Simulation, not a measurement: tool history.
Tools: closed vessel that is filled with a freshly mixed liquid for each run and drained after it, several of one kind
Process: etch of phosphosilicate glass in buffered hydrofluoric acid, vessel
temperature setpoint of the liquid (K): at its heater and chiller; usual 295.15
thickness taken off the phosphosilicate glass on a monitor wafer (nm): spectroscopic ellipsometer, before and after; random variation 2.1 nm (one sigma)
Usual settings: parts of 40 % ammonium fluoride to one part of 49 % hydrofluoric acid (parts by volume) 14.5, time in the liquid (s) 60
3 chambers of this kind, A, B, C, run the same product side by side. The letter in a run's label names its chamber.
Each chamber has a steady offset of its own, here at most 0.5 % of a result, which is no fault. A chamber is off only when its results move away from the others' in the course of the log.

run,hour,temperature setpoint of the liquid (K),parts of 40 % ammonium fluoride to one part of 49 % hydrofluoric acid (parts by volume),time in the liquid (s),"read-back film thickness of the phosphosilicate glass reference wafer, read on the same gauge (nm)",thickness taken off the phosphosilicate glass on a monitor wafer (nm)
1B,9.5,295.15,14.5,60,70.007,279.74
2A,20,295.15,14.5,60,70.002,278.84
3C,30.4,295.15,14.5,60,69.987,276.45
4C,38.6,295.15,14.5,60,69.989,275.44
5B,47.9,295.15,14.5,60,70.023,278.4
6A,55.1,295.15,14.5,60,70.036,279.57
7C,61.3,295.15,14.5,60,69.988,276.45
8B,71.6,295.15,14.5,60,69.986,275.96
9A,76.7,295.15,14.5,60,69.984,281.94
10C,82.1,295.15,14.5,60,70.004,275.96
11A,93.3,295.15,14.5,60,69.982,278.95
12B,103.5,295.15,14.5,60,69.965,276.56
13B,111,295.15,14.5,60,69.93,280.33
14C,119.7,295.15,14.5,60,69.986,277.06
15A,127.9,295.15,14.5,60,70.004,276.56
16A,138.9,295.15,14.5,60,69.988,275.37
17C,147.8,295.15,14.5,60,69.989,273.54
18B,155.1,291.15,14.5,60,69.995,224.92
19B,164.6,291.15,14.5,60,69.966,224.27
20C,172.4,291.15,14.5,60,70.031,214.37
21A,180.8,295.15,14.5,60,69.996,281.35
22C,190.5,295.15,14.5,60,69.939,262.1
23A,198.7,295.15,14.5,60,70.022,278.68

All 3 chambers run these settings next. Forecast each chamber's results:
24A,206.7,295.15,14.5,60,,?
24B,206.7,295.15,14.5,60,,?
24C,206.7,295.15,14.5,60,,?

run,thickness taken off the phosphosilicate glass on a monitor wafer (nm)
24A,278.83
24B,274.7
24C,259.67
